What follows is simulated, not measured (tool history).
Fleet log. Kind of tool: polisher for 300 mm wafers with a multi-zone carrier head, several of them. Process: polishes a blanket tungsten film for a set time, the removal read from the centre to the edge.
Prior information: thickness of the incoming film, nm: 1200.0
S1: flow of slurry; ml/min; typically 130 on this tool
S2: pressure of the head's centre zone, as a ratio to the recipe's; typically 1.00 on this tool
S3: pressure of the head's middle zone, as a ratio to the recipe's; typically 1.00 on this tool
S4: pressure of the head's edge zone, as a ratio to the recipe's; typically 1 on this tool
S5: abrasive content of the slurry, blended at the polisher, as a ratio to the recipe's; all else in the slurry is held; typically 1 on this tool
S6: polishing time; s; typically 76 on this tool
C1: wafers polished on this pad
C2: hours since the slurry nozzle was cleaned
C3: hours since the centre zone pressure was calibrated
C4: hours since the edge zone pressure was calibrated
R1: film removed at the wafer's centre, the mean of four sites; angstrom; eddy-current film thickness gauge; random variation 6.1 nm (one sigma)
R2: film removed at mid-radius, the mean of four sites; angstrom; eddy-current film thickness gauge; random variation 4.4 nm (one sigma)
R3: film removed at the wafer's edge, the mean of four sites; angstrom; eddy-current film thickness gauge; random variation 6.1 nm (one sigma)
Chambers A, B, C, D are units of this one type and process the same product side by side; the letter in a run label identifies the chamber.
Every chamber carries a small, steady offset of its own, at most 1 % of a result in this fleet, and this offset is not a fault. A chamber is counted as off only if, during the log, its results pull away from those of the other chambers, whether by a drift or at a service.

run   hour   S1    S2    S3  S4  S5  S6    C1     C2      C3      C4      R1      R2      R3
 1B   10.7  130  1.00  1.00   1   1  76   773  817.8   584.7   109.3  4601.5  4516.0  4599.5
      19.8  -- chamber D: worn pad replaced by a new one
 2A   24.4  130  1.00  1.00   1   1  76   313  234.8   336.7   330.4  4484.2  4555.6  4632.2
 3C   34.6  130  1.00  1.00   1   1  76   587  169.0   995.5   813.7  4447.2  4504.3  4541.8
 4D   42.0  130  1.00  1.00   1   1  76   258  729.7   162.8   539.2  4500.2  4514.5  4411.0
 5D   53.3  130  1.00  1.00   1   1  76   390  741.0   174.1   550.5  4446.1  4495.9  4471.4
      60.5  -- chamber A: centre zone pressure recalibrated
 6C   63.6  130  1.00  1.00   1   1  76   924  198.0  1024.5   842.7  4561.9  4533.5  4586.9
 7B   71.6  130  1.00  1.00   1   1  76  1482  878.7   645.6   170.2  4562.5  4536.4  4511.5
      72.0  -- chamber A: worn pad replaced by a new one
 8A   79.8  130  1.00  1.00   1   1  76    91  290.2    19.3   385.8  4580.5  4502.0  4438.0
      83.4  -- chamber B: centre zone pressure recalibrated
      91.0  -- chamber C: worn pad replaced by a new one
 9C   94.5  130  1.00  1.00   1   1  76    41  228.9  1055.4   873.6  4592.2  4450.4  4543.8
     100.1  -- chamber D: edge zone pressure recalibrated
10B  103.7  130  1.00  1.00   1   1  76  1856  910.8    20.4   202.3  4557.4  4495.7  4688.7
     104.6  -- chamber C: slurry nozzle cleaned
     113.6  -- chamber B: slurry nozzle cleaned
11D  117.6  130  1.00  1.00   1   1  76  1138  805.3   238.4    17.6  4512.4  4574.5  4572.8
12A  126.7  130  1.00  1.00   1   1  76   637  337.1    66.2   432.7  4690.7  4529.4  4627.8
     130.6  -- chamber D: worn pad replaced by a new one
13D  140.3  130  1.00  1.00   1   1  76   112  828.0   261.1    40.3  4489.2  4447.9  4530.3
14A  150.0  130  1.00  1.00   1   1  76   908  360.4    89.5   456.0  4632.1  4450.3  4549.4
     155.2  -- chamber A: worn pad replaced by a new one
     160.8  -- chamber D: slurry nozzle cleaned
15C  162.8  130  1.00  1.00   1   1  76   836   58.2  1123.7   941.9  4560.5  4527.5  4704.8
     164.6  -- chamber A: edge zone pressure recalibrated
16B  173.5  130  1.00  1.00   1   1  76  2668   60.0    90.2   272.1  4572.9  4578.4  4644.5
17D  182.5  130  1.00  0.96   1   1  59   604   21.8   303.3    82.5  3502.1  3382.5  3385.2
18B  194.4  130  1.00  0.96   1   1  59  2911   80.9   111.1   293.0  3442.0  3421.6  3484.6
     203.7  -- chamber C: worn pad replaced by a new one
19A  205.9  130  1.00  0.96   1   1  59   590  416.3   145.4    41.4  3524.5  3430.0  3549.5
20C  214.2  130  1.00  0.96   1   1  59   123  109.6  1175.1   993.3  3553.6  3419.2  3472.5
     216.1  -- chamber A: slurry nozzle cleaned
21A  225.4  130  1.00  1.00   1   1  76   817    9.4   164.9    60.9  4540.9  4516.6  4635.6
     232.2  -- chamber D: worn pad replaced by a new one
22C  237.9  130  1.00  1.00   1   1  76   398  133.3  1198.8  1017.0  4559.1  4586.1  4642.0
23D  245.6  130  1.00  1.00   1   1  76   156   84.9   366.4   145.6  4481.7  4591.7  4359.5
     248.6  -- chamber A: worn pad replaced by a new one
24B  253.9  130  1.00  1.00   1   1  76  3604  140.4   170.6   352.5  4410.4  4435.5  4290.2
25A  261.0  130  1.00  1.00   1   1  76   144   45.0   200.5    96.5  4574.6  4525.1  4613.2
26D  274.7  130  1.00  1.00   1   1  76   494  114.0   395.5   174.7  4580.7  4656.9  4529.0
27C  287.7  130  1.00  1.00   1   1  76   978  183.1  1248.6  1066.8  4511.1  4522.7  4494.8
     290.0  -- chamber C: centre zone pressure recalibrated
     299.8  -- chamber C: worn pad replaced by a new one
28B  301.0  130  1.00  1.00   1   1  76  4152  187.5   217.7   399.6  4482.4  4368.2  4276.1
29B  309.5  130  1.00  1.00   1   1  76  4251  196.0   226.2   408.1  4371.2  4324.0  4278.9
30C  317.1  130  1.00  1.00   1   1  76   202  212.5    27.1  1096.2  4551.4  4527.2  4499.5
31D  324.9  130  1.04  1.00   1   1  76  1078  164.2   445.7   224.9  4775.1  4526.7  4539.6
32A  334.2  130  1.04  1.00   1   1  76   996  118.2   273.7   169.7  4798.0  4506.3  4602.9
33A  346.1  130  1.04  1.00   1   1  76  1135  130.1   285.6   181.6  4781.9  4448.6  4610.1
     346.5  -- chamber A: worn pad replaced by a new one
     353.5  -- chamber D: worn pad replaced by a new one
     354.8  -- chamber C: slurry nozzle cleaned
34B  359.2  130  1.04  1.00   1   1  76  4829  245.7   275.9   457.8  4466.4  4214.4  4113.4
35C  372.8  130  1.00  1.00   1   1  76   850   18.0    82.8  1151.9  4532.0  4542.8  4591.2
36D  385.5  130  1.00  1.00   1   1  76   372  224.8   506.3   285.5  4403.5  4543.6  4419.5
37B  398.3  130  1.00  1.00   1   1  76  5284  284.8   315.0   496.9  4174.6  4168.9  4204.8
38D  407.8  130  1.00  1.00   1   1  76   631  247.1   528.6   307.8  4575.5  4514.5  4486.8
     408.0  -- chamber C: worn pad replaced by a new one
     420.1  -- chamber A: worn pad replaced by a new one
39C  420.5  130  1.00  1.00   1   1  76   145   65.7   130.5  1199.6  4598.3  4513.1  4612.4
     422.7  -- chamber A: centre zone pressure recalibrated
40A  433.2  130  1.00  1.00   1   1  76   152  217.2    10.6   268.7  4573.3  4517.2  4449.7

Each of the 4 chambers runs these same settings next. Fill in every chamber's results:
41A  443.8  160  1.00  1.00   1   1  76                   ?   ?   ?
41B  443.8  160  1.00  1.00   1   1  76                   ?   ?   ?
41C  443.8  160  1.00  1.00   1   1  76                   ?   ?   ?
41D  443.8  160  1.00  1.00   1   1  76                   ?   ?   ?

run      R1      R2      R3
41A  4762.8  4752.3  4759.2
41B  4299.1  4292.1  4151.8
41C  4838.3  4702.9  4651.1
41D  4689.5  4673.9  4594.5
